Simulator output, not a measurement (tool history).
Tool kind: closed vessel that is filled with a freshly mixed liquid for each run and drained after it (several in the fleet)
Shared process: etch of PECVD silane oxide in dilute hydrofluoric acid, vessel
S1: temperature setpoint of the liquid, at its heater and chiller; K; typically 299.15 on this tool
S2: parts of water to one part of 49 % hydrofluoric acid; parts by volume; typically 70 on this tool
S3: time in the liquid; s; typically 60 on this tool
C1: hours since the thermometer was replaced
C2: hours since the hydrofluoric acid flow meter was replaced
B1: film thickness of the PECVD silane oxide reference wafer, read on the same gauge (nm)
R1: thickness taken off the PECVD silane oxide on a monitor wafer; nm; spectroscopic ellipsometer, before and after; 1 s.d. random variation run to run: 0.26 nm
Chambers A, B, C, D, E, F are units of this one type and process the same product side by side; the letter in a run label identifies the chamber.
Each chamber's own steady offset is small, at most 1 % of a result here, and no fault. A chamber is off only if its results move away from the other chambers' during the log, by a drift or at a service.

Run 1A, day 0.325: usual settings; C1 622.1; C2 233.7; B1 70.009. Result: R1 33.579 nm.
Run 2C, day 0.812: usual settings; C1 761; C2 1440.6; B1 69.996. Result: R1 33.4 nm.
Run 3B, day 1.279: usual settings; C1 2216; C2 491.3; B1 70.01. Result: R1 33.722 nm.
Run 4E, day 1.608: usual settings; C1 426.2; C2 479.6; B1 70.019. Result: R1 33.279 nm.
Run 5F, day 2: usual settings; C1 548.4; C2 926.1; B1 70.004. Result: R1 33.051 nm.
Run 6D, day 2.35: usual settings; C1 1473.7; C2 67.4; B1 70.003. Result: R1 33.368 nm.
Run 7E, day 2.858: usual settings; C1 456.2; C2 509.6; B1 70.003. Result: R1 33.78 nm.
Run 8B, day 3.292: usual settings but S1 303.65 K, S3 30 s; C1 2264.3; C2 539.6; B1 69.994. Result: R1 19.941 nm.
Run 9F, day 3.608: usual settings but S1 303.65 K, S3 30 s; C1 587; C2 964.7; B1 70.013. Result: R1 19.853 nm.
Run 10A, day 4.1: usual settings but S1 303.65 K, S3 30 s; C1 712.7; C2 324.3; B1 70.02. Result: R1 19.901 nm.
Run 11D, day 4.508: usual settings but S1 303.65 K, S3 30 s; C1 1525.5; C2 119.2; B1 69.989. Result: R1 19.769 nm.
Run 12C, day 4.921: usual settings but S1 303.65 K, S3 30 s; C1 859.6; C2 1539.2; B1 69.985. Result: R1 19.834 nm.
Run 13A, day 5.408: usual settings but S1 303.65 K, S3 30 s; C1 744.1; C2 355.7; B1 69.996. Result: R1 19.591 nm.
Run 14D, day 5.796: usual settings; C1 1556.4; C2 150.1; B1 70.002. Result: R1 33.844 nm.
Run 15C, day 6.338: usual settings but S1 301.15 K, S2 100 parts by volume; C1 893.6; C2 1573.2; B1 70.001. Result: R1 24.272 nm.
Run 16E, day 6.775: usual settings but S1 301.15 K, S2 100 parts by volume; C1 550.2; C2 603.6; B1 69.987. Result: R1 24.218 nm.
Run 17F, day 7.175: usual settings but S1 301.15 K, S2 100 parts by volume; C1 672.6; C2 1050.3; B1 70.012. Result: R1 24.075 nm.
Run 18B, day 7.625: usual settings but S1 301.15 K, S2 100 parts by volume; C1 2368.3; C2 643.6; B1 70.012. Result: R1 24.313 nm.
Run 19A, day 7.9: usual settings but S1 301.15 K, S2 100 parts by volume; C1 803.9; C2 415.5; B1 70.005. Result: R1 24.261 nm.
Run 20D, day 8.183: usual settings but S1 301.15 K, S2 100 parts by volume; C1 1613.7; C2 207.4; B1 70.034. Result: R1 24.356 nm.
Run 21E, day 8.508: usual settings; C1 591.8; C2 645.2; B1 70.012. Result: R1 33.414 nm.
Run 22C, day 9.058: usual settings but S2 80 parts by volume, S3 30 s; C1 958.9; C2 1638.5; B1 70.002. Result: R1 14.118 nm.
Run 23B, day 9.608: usual settings but S2 80 parts by volume, S3 30 s; C1 2415.9; C2 691.2; B1 70.002. Result: R1 14.413 nm.
Run 24F, day 9.946: usual settings but S2 80 parts by volume, S3 30 s; C1 739.1; C2 1116.8; B1 70.013. Result: R1 14.314 nm.
Run 25B, day 10.288: usual settings but S2 80 parts by volume, S3 30 s; C1 2432.2; C2 707.5; B1 70.012. Result: R1 14.593 nm.
Run 26A, day 10.683: usual settings but S2 80 parts by volume, S3 30 s; C1 870.7; C2 482.3; B1 69.999. Result: R1 14.426 nm.
Run 27F, day 11.154: usual settings but S2 80 parts by volume, S3 30 s; C1 768.1; C2 1145.8; B1 70.013. Result: R1 14.542 nm.
Run 28D, day 11.412: usual settings but S3 45 s; C1 1691.2; C2 284.9; B1 69.989. Result: R1 25.206 nm.
Run 29C, day 11.829: usual settings but S3 45 s; C1 1025.4; C2 1705; B1 70.006. Result: R1 23.645 nm.
At day 11.954: chamber A: hydrofluoric acid flow meter replaced.
Run 30E, day 12.217: usual settings but S3 45 s; C1 680.8; C2 734.2; B1 70.012. Result: R1 24.934 nm.
Run 31E, day 12.662: usual settings but S3 45 s; C1 691.5; C2 744.9; B1 69.976. Result: R1 25.065 nm.
Run 32D, day 13.2: usual settings but S3 45 s; C1 1734.1; C2 327.8; B1 69.975. Result: R1 25.146 nm.
Run 33C, day 13.483: usual settings but S3 45 s; C1 1065.1; C2 1744.7; B1 70. Result: R1 23.263 nm.
Run 34B, day 13.771: usual settings; C1 2515.8; C2 791.1; B1 69.971. Result: R1 33.256 nm.
Run 35F, day 14.188: usual settings; C1 840.9; C2 1218.6; B1 70.011. Result: R1 33.177 nm.
Run 36A, day 14.742: usual settings; C1 968.1; C2 66.9; B1 70.016. Result: R1 33.487 nm.
Run 37F, day 15.246: usual settings but S1 296.65 K, S3 40 s; C1 866.3; C2 1244; B1 69.991. Result: R1 19.986 nm.
Run 38D, day 15.729: usual settings but S1 296.65 K, S3 40 s; C1 1794.8; C2 388.5; B1 69.997. Result: R1 20.085 nm.

Predict what each chamber gives when all 6 of them run the settings below next.
Run 39A, day 16.138: usual settings but S1 301.15 K. Result: R1 ?.
Run 39B, day 16.138: usual settings but S1 301.15 K. Result: R1 ?.
Run 39C, day 16.138: usual settings but S1 301.15 K. Result: R1 ?.
Run 39D, day 16.138: usual settings but S1 301.15 K. Result: R1 ?.
Run 39E, day 16.138: usual settings but S1 301.15 K. Result: R1 ?.
Run 39F, day 16.138: usual settings but S1 301.15 K. Result: R1 ?.

run      R1
39A  36.226
39B  35.772
39C  33.277
39D  36.323
39E  36.701
39F   36.17

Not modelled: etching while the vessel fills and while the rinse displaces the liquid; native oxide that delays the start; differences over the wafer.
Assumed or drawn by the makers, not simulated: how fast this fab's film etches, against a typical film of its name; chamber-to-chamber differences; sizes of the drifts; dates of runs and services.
